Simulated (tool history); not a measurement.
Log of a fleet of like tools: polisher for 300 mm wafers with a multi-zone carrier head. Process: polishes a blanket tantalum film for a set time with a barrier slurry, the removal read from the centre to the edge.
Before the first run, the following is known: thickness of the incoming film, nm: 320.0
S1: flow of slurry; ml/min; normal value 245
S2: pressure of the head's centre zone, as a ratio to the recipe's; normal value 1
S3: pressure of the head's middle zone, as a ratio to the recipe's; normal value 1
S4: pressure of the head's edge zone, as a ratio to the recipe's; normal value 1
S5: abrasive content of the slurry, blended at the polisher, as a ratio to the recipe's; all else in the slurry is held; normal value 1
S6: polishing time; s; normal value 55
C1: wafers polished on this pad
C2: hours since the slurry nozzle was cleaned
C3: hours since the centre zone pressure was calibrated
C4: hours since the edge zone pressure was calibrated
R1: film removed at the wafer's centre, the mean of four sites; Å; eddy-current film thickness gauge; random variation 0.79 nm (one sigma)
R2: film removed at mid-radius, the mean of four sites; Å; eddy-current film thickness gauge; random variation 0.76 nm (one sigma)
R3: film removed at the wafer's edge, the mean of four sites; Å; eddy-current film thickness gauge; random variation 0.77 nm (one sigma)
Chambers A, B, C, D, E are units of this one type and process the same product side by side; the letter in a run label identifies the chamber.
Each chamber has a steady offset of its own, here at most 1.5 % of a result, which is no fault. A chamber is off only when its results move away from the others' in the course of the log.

At hour 3.2: chamber A: edge zone pressure recalibrated.
At hour 9: chamber C: centre zone pressure recalibrated.
At hour 11.1: chamber E: slurry nozzle cleaned.
Run 1D, hour 13.2: usual settings; C1 436; C2 84.8; C3 457.5; C4 1144. Result: R1 624.84 Å, R2 649.6 Å, R3 628.6 Å.
At hour 13.7: chamber A: slurry nozzle cleaned.
Run 2C, hour 20.8: usual settings; C1 386; C2 415.9; C3 11.9; C4 601.3. Result: R1 627.55 Å, R2 613.95 Å, R3 629.39 Å.
At hour 29.6: chamber B: slurry nozzle cleaned.
Run 3B, hour 36.2: usual settings; C1 270; C2 6.6; C3 237.7; C4 425.9. Result: R1 631.4 Å, R2 638.24 Å, R3 611.26 Å.
At hour 51.3: chamber D: edge zone pressure recalibrated.
Run 4A, hour 51.5: usual settings; C1 767; C2 37.8; C3 814.6; C4 48.3. Result: R1 626.46 Å, R2 608.89 Å, R3 621.92 Å.
At hour 55: chamber E: centre zone pressure recalibrated.
Run 5E, hour 64.5: usual settings; C1 857; C2 53.5; C3 9.5; C4 273. Result: R1 630 Å, R2 618.97 Å, R3 610.08 Å.
Run 6B, hour 79: usual settings; C1 551; C2 49.4; C3 280.5; C4 468.7. Result: R1 635.33 Å, R2 625.69 Å, R3 627.57 Å.
At hour 85: chamber B: worn pad replaced by a new one.
Run 7E, hour 86.9: usual settings; C1 1004; C2 75.9; C3 31.9; C4 295.4. Result: R1 629.55 Å, R2 632.68 Å, R3 619.53 Å.
At hour 100.5: chamber A: worn pad replaced by a new one.
At hour 101.4: chamber E: worn pad replaced by a new one.
At hour 103.4: chamber C: worn pad replaced by a new one.
Run 8A, hour 103.4: usual settings but S5 1.25, S6 73 s; C1 19; C2 89.7; C3 866.5; C4 100.2. Result: R1 885.95 Å, R2 888.36 Å, R3 871.68 Å.
At hour 109.2: chamber C: slurry nozzle cleaned.
Run 9C, hour 115.4: usual settings but S5 1.25, S6 73 s; C1 78; C2 6.3; C3 106.5; C4 695.9. Result: R1 896.76 Å, R2 878.82 Å, R3 868.86 Å.
Run 10D, hour 127.6: usual settings but S5 1.25, S6 73 s; C1 1189; C2 199.2; C3 571.9; C4 76.3. Result: R1 892.71 Å, R2 883.42 Å, R3 894.75 Å.
Run 11A, hour 142: usual settings but S5 1.25, S6 73 s; C1 273; C2 128.3; C3 905.1; C4 138.8. Result: R1 884.24 Å, R2 889.39 Å, R3 882.63 Å.
Run 12C, hour 150.8: usual settings but S5 1.25, S6 73 s; C1 311; C2 41.7; C3 141.9; C4 731.3. Result: R1 890.66 Å, R2 875.48 Å, R3 869.3 Å.
Run 13B, hour 166.8: usual settings; C1 538; C2 137.2; C3 368.3; C4 556.5. Result: R1 637.73 Å, R2 631.49 Å, R3 631.75 Å.
At hour 172.9: chamber B: worn pad replaced by a new one.
Run 14D, hour 180.8: usual settings; C1 1539; C2 252.4; C3 625.1; C4 129.5. Result: R1 623.84 Å, R2 620.47 Å, R3 611.42 Å.
At hour 182: chamber D: worn pad replaced by a new one.
Run 15E, hour 193.2: usual settings; C1 604; C2 182.2; C3 138.2; C4 401.7. Result: R1 624.43 Å, R2 637.06 Å, R3 618.03 Å.
Run 16C, hour 202.5: usual settings but S4 0.89; C1 652; C2 93.4; C3 193.6; C4 783. Result: R1 645.37 Å, R2 632.63 Å, R3 592.46 Å.
At hour 210.1: chamber A: centre zone pressure recalibrated.
Run 17B, hour 214.4: usual settings but S4 0.89; C1 273; C2 184.8; C3 415.9; C4 604.1. Result: R1 622.38 Å, R2 617.84 Å, R3 588.27 Å.
Run 18D, hour 224.8: usual settings but S4 0.89; C1 281; C2 296.4; C3 669.1; C4 173.5. Result: R1 635.19 Å, R2 623.16 Å, R3 593.16 Å.
Run 19A, hour 235.7: usual settings but S4 0.89; C1 890; C2 222; C3 25.7; C4 232.5. Result: R1 624.83 Å, R2 609.38 Å, R3 590.01 Å.
At hour 245: chamber A: worn pad replaced by a new one.
Run 20E, hour 250.8: usual settings but S4 0.89; C1 983; C2 239.8; C3 195.8; C4 459.3. Result: R1 636.81 Å, R2 627.65 Å, R3 576.25 Å.
Run 21C, hour 258.2: usual settings; C1 1018; C2 149.1; C3 249.3; C4 838.7. Result: R1 626.28 Å, R2 630.18 Å, R3 620.72 Å.
At hour 259.5: chamber D: centre zone pressure recalibrated.
At hour 260.3: chamber B: worn pad replaced by a new one.
At hour 265.6: chamber C: worn pad replaced by a new one.
Run 22D, hour 266.9: usual settings; C1 558; C2 338.5; C3 7.5; C4 215.6. Result: R1 568.22 Å, R2 624.22 Å, R3 629.47 Å.
At hour 267.2: chamber B: slurry nozzle cleaned.
At hour 268.6: chamber E: worn pad replaced by a new one.
Run 23B, hour 275.8: usual settings; C1 102; C2 8.6; C3 477.3; C4 665.5. Result: R1 618.53 Å, R2 623.23 Å, R3 630.25 Å.
Run 24A, hour 292.5: usual settings; C1 313; C2 278.8; C3 82.5; C4 289.3. Result: R1 637.98 Å, R2 629.95 Å, R3 626 Å.
Run 25E, hour 307.7: usual settings but S3 0.89, S5 0.85; C1 257; C2 296.7; C3 252.7; C4 516.2. Result: R1 602.92 Å, R2 528.44 Å, R3 590.19 Å.
Run 26E, hour 317.4: usual settings but S3 0.89, S5 0.85; C1 321; C2 306.4; C3 262.4; C4 525.9. Result: R1 588.98 Å, R2 522.84 Å, R3 587.27 Å.
Run 27B, hour 330.7: usual settings but S3 0.89, S5 0.85; C1 463; C2 63.5; C3 532.2; C4 720.4. Result: R1 596.74 Å, R2 531.77 Å, R3 599.25 Å.
Run 28A, hour 341.5: usual settings but S3 0.89, S5 0.85; C1 635; C2 327.8; C3 131.5; C4 338.3. Result: R1 604.15 Å, R2 522.13 Å, R3 592.47 Å.
Run 29C, hour 354.8: usual settings but S3 0.89, S5 0.85; C1 587; C2 245.7; C3 345.9; C4 935.3. Result: R1 599.13 Å, R2 546.66 Å, R3 588.59 Å.
At hour 354.9: chamber B: worn pad replaced by a new one.
Run 30D, hour 363.5: usual settings; C1 1194; C2 435.1; C3 104.1; C4 312.2. Result: R1 581.62 Å, R2 644.09 Å, R3 618.59 Å.
Run 31E, hour 371.6: usual settings; C1 678; C2 360.6; C3 316.6; C4 580.1. Result: R1 625.02 Å, R2 618.73 Å, R3 625.78 Å.
Run 32D, hour 387.3: usual settings; C1 1351; C2 458.9; C3 127.9; C4 336. Result: R1 578.57 Å, R2 626.31 Å, R3 617.59 Å.
At hour 394.7: chamber A: slurry nozzle cleaned.
Run 33B, hour 396.3: usual settings; C1 272; C2 129.1; C3 597.8; C4 786. Result: R1 638.59 Å, R2 640.8 Å, R3 608.91 Å.
At hour 401.1: chamber A: worn pad replaced by a new one.
At hour 403.2: chamber C: edge zone pressure recalibrated.
Run 34A, hour 411.8: usual settings; C1 70; C2 17.1; C3 201.8; C4 408.6. Result: R1 633.05 Å, R2 620.8 Å, R3 622.95 Å.
Run 35C, hour 420.7: usual settings but S2 1.08; C1 1021; C2 311.6; C3 411.8; C4 17.5. Result: R1 689.44 Å, R2 618.36 Å, R3 617.78 Å.

Decide between three cases: one chamber stands off from its peers, the gauge reading all wafers drifts, or nothing is wrong past each chamber's small offset. Where a chamber is off, say which and what most likely put it there.

A service on chamber D put it out of line with the rest.
Cause: centre zone's pressure below its setpoint, % = 7.78.

Chamber D could run next with any of the 4 candidate recipes listed below; each alters the usual settings, and their results appear as question marks. Which one brings its results back in line with what the other chambers deliver on the usual settings?
In line means no further than this from the other chambers' mean on the usual settings: R1 28 Å; R2 27 Å; R3 27 Å
Run 36D-1, hour 432.7: usual settings but S1 255 ml/min, S2 1.13, S3 0.97, S4 0.96, S6 56 s. Result: R1 ?, R2 ?, R3 ?.
Run 36D-2, hour 432.7: usual settings but S1 235 ml/min, S2 0.87, S3 1.03, S4 1.04, S6 54 s. Result: R1 ?, R2 ?, R3 ?.
Run 36D-3, hour 432.7: usual settings but S1 240 ml/min, S2 0.93, S3 1.02, S4 1.02. Result: R1 ?, R2 ?, R3 ?.
Run 36D-4, hour 432.7: usual settings but S1 250 ml/min, S2 1.07, S3 0.98, S4 0.98. Result: R1 ?, R2 ?, R3 ?.

Average result of the remaining chambers running the usual settings: R1 630.85 Å; R2 625.75 Å; R3 624.73 Å
  run      R1      R2      R3
36D-1   682.3  624.03   625.8
36D-2  485.44  630.28  624.03
36D-3  534.88  637.72  630.42
36D-4  629.21   617.4  620.03
Change 36D-4 lands the chamber within the allowed miss of the other chambers.

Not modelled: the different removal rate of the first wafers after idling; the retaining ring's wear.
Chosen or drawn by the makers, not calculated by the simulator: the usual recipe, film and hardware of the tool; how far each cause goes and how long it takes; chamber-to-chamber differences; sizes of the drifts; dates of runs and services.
